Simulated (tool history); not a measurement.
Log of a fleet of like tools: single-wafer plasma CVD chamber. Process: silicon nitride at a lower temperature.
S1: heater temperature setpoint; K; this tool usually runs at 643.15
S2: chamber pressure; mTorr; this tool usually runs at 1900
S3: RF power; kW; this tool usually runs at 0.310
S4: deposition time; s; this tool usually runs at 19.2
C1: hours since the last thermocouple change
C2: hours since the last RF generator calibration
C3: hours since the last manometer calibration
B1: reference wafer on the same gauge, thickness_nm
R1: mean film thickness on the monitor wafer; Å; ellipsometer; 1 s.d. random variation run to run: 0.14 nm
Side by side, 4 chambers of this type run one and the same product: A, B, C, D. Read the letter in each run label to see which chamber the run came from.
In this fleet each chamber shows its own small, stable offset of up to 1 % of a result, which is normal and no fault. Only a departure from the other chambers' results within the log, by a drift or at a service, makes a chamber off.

{"run": "1A", "day": 0.138, "S1": 643.15, "S2": 1900, "S3": 0.31, "S4": 19.2, "C1": 1906.0, "C2": 1045.3, "C3": 940.3, "B1": 24.205, "R1": 240.99}
{"run": "2C", "day": 0.325, "S1": 643.15, "S2": 1900, "S3": 0.31, "S4": 19.2, "C1": 867.4, "C2": 663.5, "C3": 711.8, "B1": 24.206, "R1": 243.14}
{"run": "3D", "day": 0.454, "S1": 643.15, "S2": 1900, "S3": 0.31, "S4": 19.2, "C1": 503.0, "C2": 804.9, "C3": 441.2, "B1": 24.184, "R1": 239.06}
{"run": "4B", "day": 0.596, "S1": 643.15, "S2": 1900, "S3": 0.31, "S4": 19.2, "C1": 62.6, "C2": 892.2, "C3": 1356.3, "B1": 24.205, "R1": 239.42}
{"run": "5A", "day": 0.712, "S1": 643.15, "S2": 1900, "S3": 0.31, "S4": 19.2, "C1": 1919.8, "C2": 1059.1, "C3": 954.1, "B1": 24.182, "R1": 238.79}
{"run": "6B", "day": 0.867, "S1": 643.15, "S2": 1900, "S3": 0.31, "S4": 19.2, "C1": 69.1, "C2": 898.7, "C3": 1362.8, "B1": 24.198, "R1": 237.02}
{"run": "7C", "day": 1.004, "S1": 643.15, "S2": 1900, "S3": 0.31, "S4": 19.2, "C1": 883.7, "C2": 679.8, "C3": 728.1, "B1": 24.204, "R1": 241.15}
{"run": "8D", "day": 1.125, "S1": 643.15, "S2": 1900, "S3": 0.31, "S4": 19.2, "C1": 519.1, "C2": 821.0, "C3": 457.3, "B1": 24.175, "R1": 239.04}
{"run": "9A", "day": 1.233, "S1": 643.15, "S2": 1900, "S3": 0.31, "S4": 19.2, "C1": 1932.3, "C2": 1071.6, "C3": 966.6, "B1": 24.179, "R1": 241.36}
{"run": "10C", "day": 1.354, "S1": 643.15, "S2": 1900, "S3": 0.31, "S4": 19.2, "C1": 892.1, "C2": 688.2, "C3": 736.5, "B1": 24.205, "R1": 239.58}
{"run": "11D", "day": 1.592, "S1": 643.15, "S2": 1900, "S3": 0.31, "S4": 19.2, "C1": 530.3, "C2": 832.2, "C3": 468.5, "B1": 24.204, "R1": 239.54}
{"run": "12B", "day": 1.725, "S1": 643.15, "S2": 1900, "S3": 0.31, "S4": 19.2, "C1": 89.7, "C2": 919.3, "C3": 1383.4, "B1": 24.17, "R1": 241.1}
{"day": 1.908, "done": "chamber B: capacitance manometer re-zeroed and calibrated"}
{"run": "13D", "day": 1.925, "S1": 643.15, "S2": 1900, "S3": 0.31, "S4": 19.2, "C1": 538.3, "C2": 840.2, "C3": 476.5, "B1": 24.255, "R1": 236.17}
{"run": "14C", "day": 2.154, "S1": 643.15, "S2": 1900, "S3": 0.31, "S4": 19.2, "C1": 911.3, "C2": 707.4, "C3": 755.7, "B1": 24.193, "R1": 239.34}
{"run": "15B", "day": 2.292, "S1": 643.15, "S2": 1900, "S3": 0.31, "S4": 19.2, "C1": 103.3, "C2": 932.9, "C3": 9.3, "B1": 24.228, "R1": 239.21}
{"run": "16A", "day": 2.421, "S1": 643.15, "S2": 1900, "S3": 0.31, "S4": 19.2, "C1": 1960.8, "C2": 1100.1, "C3": 995.1, "B1": 24.212, "R1": 242.34}
{"run": "17A", "day": 2.562, "S1": 643.15, "S2": 1900, "S3": 0.31, "S4": 19.2, "C1": 1964.2, "C2": 1103.5, "C3": 998.5, "B1": 24.198, "R1": 239.92}
{"run": "18B", "day": 2.7, "S1": 643.15, "S2": 1900, "S3": 0.31, "S4": 19.2, "C1": 113.1, "C2": 942.7, "C3": 19.1, "B1": 24.169, "R1": 236.66}
{"run": "19C", "day": 2.938, "S1": 643.15, "S2": 1900, "S3": 0.31, "S4": 19.2, "C1": 930.1, "C2": 726.2, "C3": 774.5, "B1": 24.187, "R1": 239.65}
{"run": "20D", "day": 3.075, "S1": 643.15, "S2": 1900, "S3": 0.31, "S4": 19.2, "C1": 565.9, "C2": 867.8, "C3": 504.1, "B1": 24.233, "R1": 237.99}
{"run": "21D", "day": 3.267, "S1": 643.15, "S2": 1900, "S3": 0.31, "S4": 19.2, "C1": 570.5, "C2": 872.4, "C3": 508.7, "B1": 24.208, "R1": 238.51}
{"run": "22B", "day": 3.5, "S1": 643.15, "S2": 1900, "S3": 0.31, "S4": 19.2, "C1": 132.3, "C2": 961.9, "C3": 38.3, "B1": 24.191, "R1": 238.76}
{"run": "23A", "day": 3.712, "S1": 643.15, "S2": 1900, "S3": 0.33, "S4": 15.8, "C1": 1991.8, "C2": 1131.1, "C3": 1026.1, "B1": 24.238, "R1": 207.32}
{"run": "24C", "day": 3.912, "S1": 643.15, "S2": 1900, "S3": 0.33, "S4": 15.8, "C1": 953.5, "C2": 749.6, "C3": 797.9, "B1": 24.207, "R1": 207.39}
{"run": "25B", "day": 4.046, "S1": 643.15, "S2": 1900, "S3": 0.33, "S4": 15.8, "C1": 145.4, "C2": 975.0, "C3": 51.4, "B1": 24.176, "R1": 204.58}
{"run": "26C", "day": 4.258, "S1": 643.15, "S2": 1900, "S3": 0.33, "S4": 15.8, "C1": 961.8, "C2": 757.9, "C3": 806.2, "B1": 24.245, "R1": 204.89}
{"run": "27A", "day": 4.488, "S1": 643.15, "S2": 1900, "S3": 0.31, "S4": 19.2, "C1": 2010.4, "C2": 1149.7, "C3": 1044.7, "B1": 24.212, "R1": 241.83}
{"run": "28D", "day": 4.592, "S1": 643.15, "S2": 1900, "S3": 0.31, "S4": 19.2, "C1": 602.3, "C2": 904.2, "C3": 540.5, "B1": 24.205, "R1": 238.48}
{"run": "29B", "day": 4.712, "S1": 643.15, "S2": 1900, "S3": 0.31, "S4": 19.2, "C1": 161.4, "C2": 991.0, "C3": 67.4, "B1": 24.193, "R1": 238.31}
{"run": "30A", "day": 4.883, "S1": 643.15, "S2": 1900, "S3": 0.31, "S4": 19.2, "C1": 2019.9, "C2": 1159.2, "C3": 1054.2, "B1": 24.205, "R1": 240.44}

Predict what each chamber gives when all 4 of them run the settings below next.
{"run": "31A", "day": 5.058, "S1": 643.15, "S2": 1900, "S3": 0.31, "S4": 19.2, "R1": "?"}
{"run": "31B", "day": 5.058, "S1": 643.15, "S2": 1900, "S3": 0.31, "S4": 19.2, "R1": "?"}
{"run": "31C", "day": 5.058, "S1": 643.15, "S2": 1900, "S3": 0.31, "S4": 19.2, "R1": "?"}
{"run": "31D", "day": 5.058, "S1": 643.15, "S2": 1900, "S3": 0.31, "S4": 19.2, "R1": "?"}

run=31A R1=239.78
run=31B R1=240.00
run=31C R1=240.73
run=31D R1=237.34

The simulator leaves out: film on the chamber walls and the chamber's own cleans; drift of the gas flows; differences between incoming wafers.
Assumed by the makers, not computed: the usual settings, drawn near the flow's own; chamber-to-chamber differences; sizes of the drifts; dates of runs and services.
